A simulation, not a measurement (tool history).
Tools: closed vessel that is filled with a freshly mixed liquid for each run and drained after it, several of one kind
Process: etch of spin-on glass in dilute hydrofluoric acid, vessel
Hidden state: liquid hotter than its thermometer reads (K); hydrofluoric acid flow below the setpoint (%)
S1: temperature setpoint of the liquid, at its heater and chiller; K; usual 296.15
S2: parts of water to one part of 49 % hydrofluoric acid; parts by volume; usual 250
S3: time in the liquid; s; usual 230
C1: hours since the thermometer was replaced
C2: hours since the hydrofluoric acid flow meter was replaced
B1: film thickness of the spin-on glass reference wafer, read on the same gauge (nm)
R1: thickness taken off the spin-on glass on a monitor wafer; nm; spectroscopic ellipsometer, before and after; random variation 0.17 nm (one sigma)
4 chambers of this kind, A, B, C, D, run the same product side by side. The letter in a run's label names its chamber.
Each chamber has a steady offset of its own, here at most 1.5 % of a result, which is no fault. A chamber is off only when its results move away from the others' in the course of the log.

run,hour,S1,S2,S3,C1,C2,B1,R1
1B,6.7,296.15,250,230,372.6,1155.1,70.007,21.327
2D,14.8,296.15,250,230,799.0,1152.1,70.027,20.727
3A,22.0,296.15,250,230,327.0,285.1,69.999,20.820
4C,27.7,296.15,250,230,305.3,988.8,70.003,20.739
5C,35.0,296.15,250,230,312.6,996.1,70.013,20.722
6D,41.5,296.15,250,230,825.7,1178.8,70.015,20.804
7A,49.3,296.15,250,230,354.3,312.4,69.987,20.680
8B,55.5,296.15,195,230,421.4,1203.9,70.000,28.000
9C,63.4,296.15,195,230,341.0,1024.5,70.027,27.786
10D,72.3,296.15,195,230,856.5,1209.6,69.995,27.771
11B,80.6,296.15,195,230,446.5,1229.0,70.009,28.324
12A,90.7,296.15,250,230,395.7,353.8,70.019,20.863
13B,96.8,296.15,335,230,462.7,1245.2,69.997,14.435
14D,105.7,296.15,335,230,889.9,1243.0,70.025,14.197
15A,115.6,296.15,335,230,420.6,378.7,69.993,14.270
16C,121.0,296.15,335,230,398.6,1082.1,70.012,14.364
17C,131.5,296.15,250,230,409.1,1092.6,70.015,21.099
18A,141.2,296.15,250,230,446.2,404.3,69.987,20.699
19D,151.5,291.65,250,185,935.7,1288.8,70.028,13.643
20B,159.6,291.65,250,185,525.5,1308.0,69.997,14.230
21C,169.9,291.65,250,185,447.5,1131.0,69.991,14.214
22B,178.9,291.65,250,185,544.8,1327.3,70.014,14.221
23D,188.6,296.15,250,230,972.8,1325.9,70.001,19.946
24A,194.5,296.15,250,230,499.5,457.6,69.994,20.660
25B,200.9,296.15,250,230,566.8,1349.3,70.007,20.936
26D,209.9,296.15,250,230,994.1,1347.2,70.006,19.741
27A,218.1,296.15,250,230,523.1,481.2,70.027,20.858
28C,223.9,296.15,250,230,501.5,1185.0,70.004,20.622

Is one chamber off against the others, does the gauge drift, or is nothing wrong? If a chamber is off, say which, and what the likeliest cause is.

Chamber D drifts away from the others.
Cause: hydrofluoric acid flow below the setpoint (%) = 5.64.
The log may not tell that from: liquid colder than its thermometer reads (K).

Here are 4 candidates for chamber D's next run, each the usual settings with a change, their results left as question marks. Which one brings its results back in line with what the others give on the usual settings?
In line means no further than this from the other chambers' mean on the usual settings: R1 0.580 nm
29D-1,231.5,298.15,250,230,,,,?
29D-2,231.5,295.65,270,230,,,,?
29D-3,231.5,296.65,230,230,,,,?
29D-4,231.5,296.15,250,215,,,,?

The other chambers' mean on the usual settings: R1 20.781 nm
run,R1
29D-1,20.783
29D-2,17.251
29D-3,21.834
29D-4,18.078
29D-1 brings the chamber back in line.
